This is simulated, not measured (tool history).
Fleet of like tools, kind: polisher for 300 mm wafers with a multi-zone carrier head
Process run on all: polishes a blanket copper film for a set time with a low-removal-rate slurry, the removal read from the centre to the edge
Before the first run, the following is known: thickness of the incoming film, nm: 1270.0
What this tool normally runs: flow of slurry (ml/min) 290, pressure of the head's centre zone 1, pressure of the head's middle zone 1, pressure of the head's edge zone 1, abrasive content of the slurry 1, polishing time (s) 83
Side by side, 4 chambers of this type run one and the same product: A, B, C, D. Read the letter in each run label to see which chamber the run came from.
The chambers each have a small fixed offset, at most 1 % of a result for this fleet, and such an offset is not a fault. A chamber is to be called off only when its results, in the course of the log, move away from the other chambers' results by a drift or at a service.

run   hour  flow of slurry (ml/min)  pressure of the head's centre zone  pressure of the head's middle zone  pressure of the head's edge zone  abrasive content of the slurry  polishing time (s)  wafers polished on this pad  hours since the slurry nozzle was cleaned  hours since the centre zone pressure was calibrated  hours since the edge zone pressure was calibrated  film removed at the wafer's centre (Å)  film removed at mid-radius (Å)  film removed at the wafer's edge (Å)
       8.8  -- chamber C: worn pad replaced by a new one
 1B   12.3                      290                                   1                                   1                                 1                               1                  83                          752                                      171.2                                                815.7                                                288                                  2866.4                            2878                                2951.2
 2A   17.9                      290                                   1                                   1                                 1                               1                  83                         1022                                        726                                               1014.5                                              935.5                                  2858.9                          2896.1                                2844.9
 3C   24.3                      290                                   1                                   1                                 1                               1                  83                           93                                      306.6                                                724.6                                                265                                    2827                          2864.6                                2849.7
 4D   30.9                      290                                   1                                   1                                 1                               1                  83                          311                                      553.1                                                  481                                              205.7                                  2772.1                          2867.8                                2906.8
 5D   40.5                      290                                   1                                   1                                 1                               1                  83                          368                                      562.7                                                490.6                                              215.3                                    2816                          2889.2                                2921.3
      40.8  -- chamber A: worn pad replaced by a new one
 6C   53.2                      290                                   1                                   1                                 1                               1                  83                          266                                      335.5                                                753.5                                              293.9                                  2937.9                          2864.3                                2875.2
 7A   60.7                      240                                   1                                1.06                                 1                               1                  83                          119                                      768.8                                               1057.3                                              978.3                                  2825.6                          2993.4                                2887.4
        68  -- chamber B: slurry nozzle cleaned
 8B   68.2                      240                                   1                                1.06                                 1                               1                  83                         1088                                        0.2                                                871.6                                              343.9                                  2816.6                          2941.1                                  2834
 9B   74.4                      240                                   1                                1.06                                 1                               1                  83                         1125                                        6.4                                                877.8                                              350.1                                    2827                          2955.2                                2835.3
10D   84.2                      240                                   1                                1.06                                 1                               1                  83                          631                                      606.4                                                534.3                                                259                                  2782.1                          2962.5                                2882.2
      89.7  -- chamber B: worn pad replaced by a new one
11C   95.6                      290                                   1                                   1                                 1                               1                  83                          521                                      377.9                                                795.9                                              336.3                                  2880.7                            2891                                2848.5
12A    107                      290                                1.11                                   1                              1.04                               1                  83                          397                                      815.1                                               1103.6                                             1024.6                                  3170.8                          2882.1                                2866.4
       111  -- chamber D: slurry nozzle cleaned
     115.2  -- chamber A: centre zone pressure recalibrated
13D  118.8                      290                                1.11                                   1                              1.04                               1                  83                          839                                        7.9                                                568.9                                              293.6                                  3200.4                          2912.4                                2963.3
     125.2  -- chamber B: edge zone pressure recalibrated
14B  128.3                      290                                1.11                                   1                              1.04                               1                  83                          232                                       60.3                                                931.7                                                3.2                                  3261.5                            2898                                2948.1
15A  135.8                      290                                1.11                                   1                              1.04                               1                  83                          570                                      843.9                                                 20.6                                             1053.4                                  3157.9                          2936.1                                2941.7
     139.3  -- chamber A: slurry nozzle cleaned
16C  144.7                      290                                   1                                   1                                 1                               1                  83                          816                                        427                                                  845                                              385.4                                  2846.1                          2916.6                                2893.7
17C  156.2                      290                                   1                                   1                                 1                               1                  83                          885                                      438.5                                                856.5                                              396.9                                  2901.4                          2883.2                                2881.2
18B  165.4                      290                                   1                                   1                                 1                               1                  83                          455                                       97.4                                                968.8                                               40.3                                  2862.5                          2910.6                                2963.1
19A  176.4                      290                                   1                                   1                                 1                               1                  83                          814                                       37.1                                                 61.2                                               1094                                  2868.3                            2881                                2926.7
     182.4  -- chamber D: worn pad replaced by a new one
20D  185.6                      290                                   1                                   1                                 1                               1                  83                           19                                       74.7                                                635.7                                              360.4                                  2950.4                          2879.5                                2909.1
21C  196.1                      290                                   1                                   1                                 1                               1                  83                         1124                                      478.4                                                896.4                                              436.8                                  2883.4                            2917                                2886.6
22D  204.2                      290                                   1                                   1                                 1                               1                  83                          131                                       93.3                                                654.3                                                379                                  2951.8                          2933.7                                2892.9
     210.7  -- chamber A: worn pad replaced by a new one
23B  212.3                      290                                   1                                   1                                 1                               1                  83                          736                                      144.3                                               1015.7                                               87.2                                  2922.6                            2903                                2914.2
24A  224.5                      290                                   1                                   1                                 1                               1                  83                           82                                       85.2                                                109.3                                             1142.1                                    2885                          2913.3                                  2834
25D  236.2                      290                                   1                                   1                                 1                               1                  83                          323                                      125.3                                                686.3                                                411                                  3019.4                          2932.1                                2916.1
26A  242.1                      290                                   1                                   1                                 1                               1                  83                          188                                      102.8                                                126.9                                             1159.7                                  2889.8                          2886.8                                2903.3
27B  248.2                      290                                   1                                   1                                 1                               1                  83                          952                                      180.2                                               1051.6                                              123.1                                  2913.6                            2895                                2931.3
     249.7  -- chamber C: worn pad replaced by a new one
28C  259.2                      290                                   1                                   1                                 1                               1                  83                           57                                      541.5                                                959.5                                              499.9                                  2909.7                          2907.5                                2836.6
     259.6  -- chamber B: slurry nozzle cleaned
29A  265.6                      290                                   1                                   1                                 1                               1                  83                          329                                      126.3                                                150.4                                             1183.2                                    2874                          2899.1                                2896.1
     268.9  -- chamber B: worn pad replaced by a new one
30B  275.2                      290                                   1                                   1                                 1                               1                  83                           38                                       15.6                                               1078.6                                              150.1                                  2870.2                          2874.5                                2849.3
31C    285                      290                                   1                                   1                                 1                               1                  83                          212                                      567.3                                                985.3                                              525.7                                  2927.2                          2893.5                                2918.2
32D  295.1                      290                                   1                                0.89                                 1                               1                  83                          677                                      184.2                                                745.2                                              469.9                                  3080.2                          2599.2                                2883.1
33D  305.2                      290                                   1                                0.89                                 1                               1                  83                          737                                      194.3                                                755.3                                                480                                  3078.8                          2634.5                                2990.9
34C  314.2                      290                                   1                                0.89                                 1                               1                  83                          387                                      596.5                                               1014.5                                              554.9                                  2849.9                          2601.6                                2867.5
35A  323.3                      290                                   1                                0.89                                 1                               1                  83                          676                                        184                                                208.1                                             1240.9                                  2855.5                          2610.5                                2883.8
36B  335.2                      290                                   1                                   1                                 1                               1                  83                          398                                       75.6                                               1138.6                                              210.1                                  2869.2                          2877.9                                2892.8
37D  341.4                      290                                   1                                0.96                                 1                            0.85                  83                          955                                      230.5                                                791.5                                              516.2                                  3100.6                          2695.2                                2756.1
38B    347                      290                                   1                                0.96                                 1                            0.85                  83                          469                                       87.4                                               1150.4                                              221.9                                    2776                          2719.2                                2803.6
39A  358.8                      290                                   1                                0.96                                 1                            0.85                  83                          889                                      219.5                                                243.6                                             1276.4                                  2791.2                          2700.7                                2785.5
40C  367.3                      290                                   1                                0.96                                 1                            0.85                  83                          706                                      649.6                                               1067.6                                                608                                  2801.3                          2746.4                                2725.9

Which is it: a chamber that has drifted or been left off by a service, a gauge drift common to all chambers, or only each chamber's usual small offset? If a chamber is off, name it and its likeliest cause.

Chamber D drifts away from the others.
What lies behind it: centre zone's pressure above its setpoint, % = 11.8.

Here are 4 candidates for chamber D's next run, each the usual settings with a change, their results left as question marks. Which one brings its results back in line with what the others give on the usual settings?
In-line tolerance around the mean of the other chambers on the usual settings: film removed at the wafer's centre (Å) 95; film removed at mid-radius (Å) 77; film removed at the wafer's edge (Å) 130
41D-1  376.4                      295                                1.08                                0.98                              0.97                               1                  84                                                                                                                                                                                                                       ?                               ?                                     ?
41D-2  376.4                      285                                0.92                                1.02                              1.03                               1                  82                                                                                                                                                                                                                       ?                               ?                                     ?
41D-3  376.4                      290                                0.97                                1.01                              1.01                               1                  82                                                                                                                                                                                                                       ?                               ?                                     ?
41D-4  376.4                      290                                1.03                                0.99                              0.99                               1                  84                                                                                                                                                                                                                       ?                               ?                                     ?

Average result of the remaining chambers running the usual settings: film removed at the wafer's centre (Å) 2886.3; film removed at mid-radius (Å) 2891.1; film removed at the wafer's edge (Å) 2889.8
  run  film removed at the wafer's centre (Å)  film removed at mid-radius (Å)  film removed at the wafer's edge (Å)
41D-1                                  3565.3                          2880.3                                2902.8
41D-2                                  2916.8                          2907.5                                2913.6
41D-3                                  3094.9                          2886.1                                2888.3
41D-4                                    3382                          2902.5                                2929.1
41D-2 is the one that brings the chamber's results back in line with the other chambers.

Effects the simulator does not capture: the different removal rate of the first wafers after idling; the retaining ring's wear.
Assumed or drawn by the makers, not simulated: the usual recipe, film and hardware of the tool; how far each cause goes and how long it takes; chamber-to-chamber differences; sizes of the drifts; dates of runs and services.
